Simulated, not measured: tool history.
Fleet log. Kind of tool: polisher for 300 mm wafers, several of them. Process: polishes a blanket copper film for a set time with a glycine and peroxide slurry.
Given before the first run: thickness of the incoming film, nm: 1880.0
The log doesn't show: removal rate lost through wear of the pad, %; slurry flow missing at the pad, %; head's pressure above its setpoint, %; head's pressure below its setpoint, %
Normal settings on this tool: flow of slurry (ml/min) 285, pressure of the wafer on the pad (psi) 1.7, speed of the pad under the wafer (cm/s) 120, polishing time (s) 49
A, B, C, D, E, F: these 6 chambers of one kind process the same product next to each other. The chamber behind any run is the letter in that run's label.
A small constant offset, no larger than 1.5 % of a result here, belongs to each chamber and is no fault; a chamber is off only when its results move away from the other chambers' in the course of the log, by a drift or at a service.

run,hour,flow of slurry (ml/min),pressure of the wafer on the pad (psi),speed of the pad under the wafer (cm/s),polishing time (s),wafers polished on this pad,hours since the slurry nozzle was cleaned,hours since the head pressure was calibrated,film removed (Å)
1D,9.7,285,1.7,120,49,196,305.8,250.1,1994.6
# hour 13.3: chamber E: worn pad replaced by a new one
2A,19.5,285,1.7,120,49,350,629.8,331.6,2027.9
3C,25.6,285,1.7,120,49,1007,297.8,75.3,1964.1
4E,34.6,285,1.7,120,49,267,672.3,680.1,2002.7
# hour 41.1: chamber B: worn pad replaced by a new one
5B,43.2,360,1.7,120,49,27,281.0,47.4,2041.3
# hour 43.3: chamber A: slurry nozzle cleaned
6F,54.3,360,1.7,120,49,931,123.2,154.0,2036.0
# hour 59.9: chamber C: worn pad replaced by a new one
# hour 61.1: chamber D: worn pad replaced by a new one
7D,65.1,360,1.7,120,49,50,361.2,305.5,2048.0
# hour 67.1: chamber A: worn pad replaced by a new one
8E,75.8,360,1.7,120,49,785,713.5,721.3,2009.4
# hour 81.8: chamber E: slurry nozzle cleaned
9C,82.0,360,1.7,120,49,278,354.2,131.7,1991.2
# hour 85.1: chamber E: worn pad replaced by a new one
10A,87.8,360,1.7,120,49,260,44.6,399.9,2047.6
11F,97.9,285,1.7,120,49,1478,166.8,197.6,1955.6
# hour 98.7: chamber C: slurry nozzle cleaned
12B,102.9,285,1.7,120,49,776,340.7,107.1,1992.2
13B,110.3,285,1.7,120,49,869,348.1,114.5,1995.7
14C,117.9,285,1.7,120,49,728,19.2,167.6,1980.3
15A,128.6,285,1.7,120,49,772,85.4,440.7,2003.1
16D,135.6,285,1.7,120,49,935,431.7,376.0,1960.7
# hour 136.1: chamber F: slurry nozzle cleaned
# hour 141.5: chamber D: worn pad replaced by a new one
# hour 142.8: chamber A: worn pad replaced by a new one
17E,144.8,285,1.7,120,49,750,63.0,790.3,1992.9
# hour 146.1: chamber B: worn pad replaced by a new one
18F,152.5,285,1.1,120,49,2164,16.4,252.2,1431.5
# hour 156.0: chamber E: worn pad replaced by a new one
19F,163.2,285,1.1,120,49,2298,27.1,262.9,1412.2
20A,168.3,285,1.1,120,49,320,125.1,480.4,1442.2
# hour 173.6: chamber C: worn pad replaced by a new one
21C,176.2,285,1.1,120,49,32,77.5,225.9,1447.0
22D,182.5,285,1.1,120,49,515,478.6,422.9,1454.8
23B,192.9,285,1.1,120,49,588,430.7,197.1,1463.9
# hour 201.2: chamber D: worn pad replaced by a new one
24E,202.5,285,1.7,120,49,585,120.7,848.0,2008.9
25D,212.6,285,1.7,120,65,143,508.7,453.0,2658.7
# hour 217.0: chamber E: worn pad replaced by a new one
26C,219.8,285,1.7,120,65,580,121.1,269.5,2579.8
# hour 220.5: chamber A: worn pad replaced by a new one
27F,226.0,285,1.7,120,65,3087,89.9,325.7,2537.7
28A,230.9,285,1.7,120,65,130,187.7,543.0,2675.6
# hour 233.1: chamber B: worn pad replaced by a new one
29E,239.7,285,1.7,120,65,286,157.9,885.2,2659.3
30B,249.4,285,1.7,120,65,205,487.2,253.6,2568.1
31D,260.4,285,1.7,120,49,743,556.5,500.8,1965.9
32C,271.0,285,1.7,120,49,1222,172.3,320.7,1944.7
# hour 271.3: chamber D: worn pad replaced by a new one
33E,277.8,285,1.7,120,49,764,196.0,923.3,2010.3
# hour 286.0: chamber C: worn pad replaced by a new one
34A,287.2,285,1.7,120,49,837,244.0,599.3,2007.3
# hour 291.3: chamber E: worn pad replaced by a new one
35F,294.7,285,1.7,120,49,3949,158.6,394.4,1888.1
# hour 295.9: chamber B: head pressure recalibrated
# hour 298.2: chamber A: worn pad replaced by a new one
36B,303.6,285,1.7,120,49,886,541.4,7.7,2008.9
37E,313.8,285,1.7,120,49,283,232.0,959.3,1987.9
# hour 314.3: chamber F: head pressure recalibrated
38B,319.7,285,1.7,120,49,1088,557.5,23.8,1995.0
39A,324.9,285,1.7,120,49,335,281.7,637.0,1988.6
40C,330.9,285,1.7,120,49,564,232.2,380.6,1973.3
41D,335.9,285,1.7,120,49,812,632.0,576.3,2008.2
42F,343.1,285,1.7,120,49,4557,207.0,28.8,1821.7
43C,349.6,285,1.7,120,49,799,250.9,399.3,1949.2

Next, every chamber runs the same settings. What will each give?
44A,357.6,285,1.7,120,34,,,,?
44B,357.6,285,1.7,120,34,,,,?
44C,357.6,285,1.7,120,34,,,,?
44D,357.6,285,1.7,120,34,,,,?
44E,357.6,285,1.7,120,34,,,,?
44F,357.6,285,1.7,120,34,,,,?

run,film removed (Å)
44A,1398.9
44B,1387.6
44C,1329.0
44D,1409.5
44E,1394.3
44F,1271.5
